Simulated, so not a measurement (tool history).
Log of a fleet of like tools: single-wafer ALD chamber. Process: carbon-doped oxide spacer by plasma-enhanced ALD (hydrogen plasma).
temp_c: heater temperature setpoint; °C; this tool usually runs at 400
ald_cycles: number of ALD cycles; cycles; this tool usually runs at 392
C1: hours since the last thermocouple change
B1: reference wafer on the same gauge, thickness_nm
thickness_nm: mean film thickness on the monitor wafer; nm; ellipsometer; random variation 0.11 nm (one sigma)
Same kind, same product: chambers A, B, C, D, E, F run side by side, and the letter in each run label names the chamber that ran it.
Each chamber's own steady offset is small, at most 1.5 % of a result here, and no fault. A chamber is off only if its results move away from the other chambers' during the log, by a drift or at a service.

run 1F hour=7.7 | temp_c=400 ald_cycles=392 | C1=622.6 | B1=20.180 | thickness_nm=19.636
run 2A hour=14.9 | temp_c=400 ald_cycles=392 | C1=1081.3 | B1=20.213 | thickness_nm=19.654
run 3C hour=23.0 | temp_c=400 ald_cycles=392 | C1=1433.8 | B1=20.186 | thickness_nm=19.178
run 4E hour=28.5 | temp_c=400 ald_cycles=392 | C1=221.8 | B1=20.197 | thickness_nm=19.693
run 5B hour=36.7 | temp_c=400 ald_cycles=392 | C1=648.3 | B1=20.194 | thickness_nm=19.722
run 6D hour=40.7 | temp_c=400 ald_cycles=392 | C1=606.0 | B1=20.193 | thickness_nm=19.486
run 7F hour=44.5 | temp_c=400 ald_cycles=466 | C1=659.4 | B1=20.186 | thickness_nm=23.306
run 8D hour=51.3 | temp_c=400 ald_cycles=466 | C1=616.6 | B1=20.231 | thickness_nm=23.371
run 9A hour=58.9 | temp_c=400 ald_cycles=466 | C1=1125.3 | B1=20.209 | thickness_nm=23.378
run 10B hour=65.6 | temp_c=400 ald_cycles=466 | C1=677.2 | B1=20.213 | thickness_nm=23.786
run 11C hour=72.2 | temp_c=400 ald_cycles=466 | C1=1483.0 | B1=20.202 | thickness_nm=22.869
run 12E hour=76.9 | temp_c=400 ald_cycles=466 | C1=270.2 | B1=20.219 | thickness_nm=23.532
run 13D hour=81.6 | temp_c=400 ald_cycles=392 | C1=646.9 | B1=20.205 | thickness_nm=19.440
run 14A hour=90.1 | temp_c=400 ald_cycles=392 | C1=1156.5 | B1=20.202 | thickness_nm=19.746
run 15E hour=94.5 | temp_c=400 ald_cycles=392 | C1=287.8 | B1=20.213 | thickness_nm=19.793
run 16C hour=98.5 | temp_c=400 ald_cycles=392 | C1=1509.3 | B1=20.185 | thickness_nm=19.265
run 17B hour=105.7 | temp_c=400 ald_cycles=392 | C1=717.3 | B1=20.182 | thickness_nm=19.868
run 18F hour=114.3 | temp_c=413 ald_cycles=335 | C1=729.2 | B1=20.205 | thickness_nm=16.041
run 19D hour=122.1 | temp_c=413 ald_cycles=335 | C1=687.4 | B1=20.180 | thickness_nm=16.034
run 20A hour=128.3 | temp_c=413 ald_cycles=335 | C1=1194.7 | B1=20.201 | thickness_nm=16.123
run 21B hour=135.6 | temp_c=413 ald_cycles=335 | C1=747.2 | B1=20.206 | thickness_nm=16.381
run 22F hour=140.8 | temp_c=413 ald_cycles=335 | C1=755.7 | B1=20.194 | thickness_nm=16.080
run 23C hour=145.9 | temp_c=413 ald_cycles=335 | C1=1556.7 | B1=20.204 | thickness_nm=15.863
run 24E hour=151.0 | temp_c=400 ald_cycles=392 | C1=344.3 | B1=20.201 | thickness_nm=19.680
run 25A hour=155.4 | temp_c=400 ald_cycles=392 | C1=1221.8 | B1=20.209 | thickness_nm=19.604
run 26D hour=161.2 | temp_c=400 ald_cycles=392 | C1=726.5 | B1=20.182 | thickness_nm=19.411
run 27B hour=168.1 | temp_c=400 ald_cycles=392 | C1=779.7 | B1=20.193 | thickness_nm=19.839
run 28C hour=172.6 | temp_c=400 ald_cycles=392 | C1=1583.4 | B1=20.186 | thickness_nm=19.424
run 29F hour=179.5 | temp_c=400 ald_cycles=392 | C1=794.4 | B1=20.207 | thickness_nm=19.585
run 30E hour=188.2 | temp_c=400 ald_cycles=392 | C1=381.5 | B1=20.189 | thickness_nm=19.630
run 31F hour=195.3 | temp_c=400 ald_cycles=392 | C1=810.2 | B1=20.203 | thickness_nm=19.658
run 32D hour=203.2 | temp_c=400 ald_cycles=392 | C1=768.5 | B1=20.176 | thickness_nm=19.531
run 33A hour=211.4 | temp_c=400 ald_cycles=392 | C1=1277.8 | B1=20.223 | thickness_nm=19.915
run 34B hour=215.7 | temp_c=400 ald_cycles=392 | C1=827.3 | B1=20.199 | thickness_nm=19.967
run 35C hour=223.7 | temp_c=400 ald_cycles=392 | C1=1634.5 | B1=20.198 | thickness_nm=19.401
run 36E hour=227.5 | temp_c=400 ald_cycles=392 | C1=420.8 | B1=20.197 | thickness_nm=19.714
run 37A hour=231.7 | temp_c=400 ald_cycles=392 | C1=1298.1 | B1=20.226 | thickness_nm=19.747

What goes on in this fleet: one chamber off, a drifting gauge, or nothing beyond the chambers' own small offsets? Name the chamber and the cause, if any.

Nothing is wrong: each chamber keeps only its own small, steady offset and the gauge holds still.

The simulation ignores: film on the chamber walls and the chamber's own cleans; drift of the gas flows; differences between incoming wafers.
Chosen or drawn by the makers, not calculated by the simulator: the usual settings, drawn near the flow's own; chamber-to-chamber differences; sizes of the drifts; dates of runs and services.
